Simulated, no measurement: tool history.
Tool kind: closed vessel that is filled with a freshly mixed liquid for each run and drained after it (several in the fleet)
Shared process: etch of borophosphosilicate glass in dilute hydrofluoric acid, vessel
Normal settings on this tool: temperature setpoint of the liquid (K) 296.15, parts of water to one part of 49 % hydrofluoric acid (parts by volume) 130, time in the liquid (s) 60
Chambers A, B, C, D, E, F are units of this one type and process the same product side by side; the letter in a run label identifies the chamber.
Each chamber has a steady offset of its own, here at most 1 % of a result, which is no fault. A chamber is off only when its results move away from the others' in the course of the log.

run,hour,temperature setpoint of the liquid (K),parts of water to one part of 49 % hydrofluoric acid (parts by volume),time in the liquid (s),"read-back film thickness of the borophosphosilicate glass reference wafer, read on the same gauge (nm)",thickness taken off the borophosphosilicate glass on a monitor wafer (angstrom)
1D,9.0,296.15,130,60,119.99,369.34
2E,13.5,296.15,130,60,119.99,369.73
3F,22.7,296.15,130,60,120.00,370.11
4B,31.7,296.15,130,60,119.99,368.90
5C,36.2,296.15,130,60,120.02,370.18
6A,42.2,293.15,90,60,119.96,501.13
7F,51.0,293.15,90,60,119.99,500.71
8A,60.5,293.15,90,60,120.00,502.58
9E,67.9,293.15,90,60,120.00,496.75
10B,77.6,293.15,90,60,120.02,494.06
11D,83.5,293.15,90,60,119.98,492.71
12C,89.9,296.15,130,60,120.01,369.19
13C,97.4,296.15,110,60,120.00,448.88
14B,107.0,296.15,110,60,119.99,447.56
15D,116.3,296.15,110,60,120.02,446.11
16A,123.0,296.15,110,60,119.99,455.01
17E,131.1,296.15,110,60,120.00,449.31
18F,136.9,296.15,110,60,119.99,450.49
19B,144.2,296.15,130,60,120.02,369.85
# hour 147.2: chamber D: thermometer replaced
20E,152.3,296.15,130,60,119.97,370.93
21C,159.8,296.15,130,60,119.99,370.80
22A,168.2,296.15,130,60,119.98,376.73
23F,176.9,296.15,130,60,119.99,371.99
24D,186.3,296.15,130,60,120.02,370.53
25E,196.5,296.15,130,60,120.00,369.91
26B,202.3,296.15,130,60,120.01,369.75
27F,209.2,296.15,130,60,119.98,373.70
28D,219.5,296.15,130,60,120.03,371.46
29C,227.3,296.15,130,60,120.02,369.86
30A,237.5,296.15,130,60,120.00,384.74
31E,242.6,296.15,130,60,119.99,370.69
32D,248.7,296.15,130,60,120.01,367.58
33A,256.4,296.15,130,60,119.97,383.03
34C,262.8,296.15,130,60,119.96,369.40
35F,267.5,296.15,130,60,120.00,370.63
36B,276.1,296.15,130,60,119.99,370.71

What goes on in this fleet: one chamber off, a drifting gauge, or nothing beyond the chambers' own small offsets? Name the chamber and the cause, if any.

Chamber A drifts away from the others.
Most likely cause: liquid hotter than its thermometer reads (K) = 1.07.
The log might look much the same if the cause were instead: hydrofluoric acid flow above the setpoint (%).

Which of the 4 candidates below, each the usual settings with something changed and its results left as question marks, puts chamber A back in line with what the other chambers give on the usual settings?
In line here means within this much of the mean the other chambers give on the usual settings: thickness taken off the borophosphosilicate glass on a monitor wafer (angstrom) 3.90
37A-1,283.5,296.65,130,60,,?
37A-2,283.5,295.65,130,60,,?
37A-3,283.5,296.15,125,60,,?
37A-4,283.5,296.15,135,60,,?

What the other chambers average on the usual settings: thickness taken off the borophosphosilicate glass on a monitor wafer (angstrom) 370.45
run,thickness taken off the borophosphosilicate glass on a monitor wafer (angstrom)
37A-1,394.34
37A-2,379.50
37A-3,404.93
37A-4,370.05
37A-4 puts the chamber back in line with the other chambers.

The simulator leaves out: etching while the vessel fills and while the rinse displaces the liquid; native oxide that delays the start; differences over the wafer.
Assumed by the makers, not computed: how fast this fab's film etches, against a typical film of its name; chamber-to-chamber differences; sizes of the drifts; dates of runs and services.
